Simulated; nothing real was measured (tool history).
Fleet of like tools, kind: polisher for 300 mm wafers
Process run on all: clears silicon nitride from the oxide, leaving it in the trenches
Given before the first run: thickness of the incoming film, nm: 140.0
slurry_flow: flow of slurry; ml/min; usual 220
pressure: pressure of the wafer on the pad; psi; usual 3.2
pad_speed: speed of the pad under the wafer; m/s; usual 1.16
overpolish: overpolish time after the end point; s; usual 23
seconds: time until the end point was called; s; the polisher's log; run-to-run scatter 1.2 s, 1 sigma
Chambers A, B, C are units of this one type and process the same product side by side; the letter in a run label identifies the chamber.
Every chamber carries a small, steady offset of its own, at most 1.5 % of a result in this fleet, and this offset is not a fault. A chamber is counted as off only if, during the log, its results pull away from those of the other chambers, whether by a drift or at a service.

| run | day | slurry_flow | pressure | pad_speed | overpolish | seconds |
|---|---|---|---|---|---|---|
| 1A | 0.404 | 220 | 3.2 | 1.16 | 23 | 132.31 |
| 2C | 0.783 | 220 | 3.2 | 1.16 | 23 | 129.05 |
| 3B | 1.221 | 220 | 3.2 | 1.16 | 23 | 131.40 |
|  | 1.617 | chamber B: worn pad replaced by a new one |
| 4B | 1.667 | 220 | 3.2 | 1.16 | 23 | 133.36 |
| 5A | 2.175 | 220 | 3.2 | 1.16 | 23 | 130.29 |
| 6C | 2.667 | 220 | 3.2 | 1.16 | 23 | 128.52 |
| 7C | 3.025 | 220 | 3.2 | 1.16 | 23 | 132.85 |
| 8A | 3.338 | 220 | 3.2 | 1.16 | 23 | 132.30 |
| 9B | 3.812 | 220 | 3.2 | 1.16 | 23 | 131.47 |
| 10A | 4.088 | 220 | 3.2 | 1.16 | 23 | 132.45 |
| 11B | 4.529 | 220 | 3.2 | 1.16 | 23 | 134.08 |
| 12C | 5.017 | 220 | 3.2 | 1.16 | 23 | 131.06 |
| 13A | 5.321 | 220 | 3.2 | 1.16 | 23 | 135.15 |
| 14C | 5.725 | 220 | 3.2 | 1.16 | 23 | 129.57 |
|  | 6.204 | chamber C: worn pad replaced by a new one |
| 15B | 6.254 | 220 | 3.2 | 1.16 | 23 | 132.98 |
| 16A | 6.688 | 220 | 3.2 | 1.16 | 23 | 137.78 |
| 17B | 7.183 | 220 | 3.2 | 0.96 | 23 | 160.06 |
|  | 7.312 | chamber A: head pressure recalibrated |
| 18C | 7.450 | 220 | 3.2 | 0.96 | 23 | 157.97 |
| 19B | 7.800 | 220 | 3.2 | 0.96 | 23 | 159.54 |
|  | 7.971 | chamber A: slurry nozzle cleaned |
| 20C | 8.075 | 220 | 3.2 | 1.16 | 23 | 130.18 |
|  | 8.100 | chamber B: worn pad replaced by a new one |
| 21A | 8.375 | 220 | 3.2 | 1.16 | 23 | 136.62 |
| 22C | 8.738 | 220 | 3.2 | 1.16 | 23 | 129.58 |
| 23A | 9.312 | 220 | 3.2 | 1.16 | 23 | 136.51 |
| 24B | 9.825 | 220 | 3.2 | 1.16 | 23 | 133.54 |
| 25B | 10.204 | 220 | 3.2 | 1.16 | 23 | 134.58 |
| 26A | 10.762 | 220 | 3.2 | 1.16 | 23 | 135.79 |
| 27C | 11.146 | 220 | 3.2 | 1.16 | 23 | 129.82 |
| 28B | 11.721 | 220 | 3.2 | 1.16 | 23 | 131.83 |
| 29A | 12.196 | 220 | 3.2 | 1.16 | 23 | 141.37 |
| 30C | 12.721 | 220 | 3.2 | 1.16 | 23 | 131.46 |
| 31B | 12.983 | 220 | 3.2 | 1.16 | 23 | 133.39 |
| 32C | 13.367 | 220 | 3.2 | 1.16 | 23 | 129.81 |
| 33A | 13.854 | 220 | 3.2 | 1.16 | 23 | 143.41 |

What goes on in this fleet: one chamber off, a drifting gauge, or nothing beyond the chambers' own small offsets? Name the chamber and the cause, if any.

Chamber A drifts away from the others.
Likeliest cause: removal rate lost through wear of the pad, % = 7.3.

Which of the 4 candidates below, each the usual settings with something changed and its results left as question marks, puts chamber A back in line with what the other chambers give on the usual settings?
To be in line, a result may differ from the other chambers' mean on the usual settings by at most: seconds 4.40 s
| 34A-1 | 14.275 | 220 | 3.2 | 1.18 | 23 | ? |
| 34A-2 | 14.275 | 130 | 3.2 | 1.16 | 23 | ? |
| 34A-3 | 14.275 | 190 | 3.2 | 1.16 | 23 | ? |
| 34A-4 | 14.275 | 220 | 3.3 | 1.20 | 23 | ? |

The other chambers' mean on the usual settings: seconds 132.00 s
| run | seconds |
|---|---|
| 34A-1 | 139.31 |
| 34A-2 | 153.95 |
| 34A-3 | 144.45 |
| 34A-4 | 132.81 |
Change 34A-4 lands the chamber within the allowed miss of the other chambers.
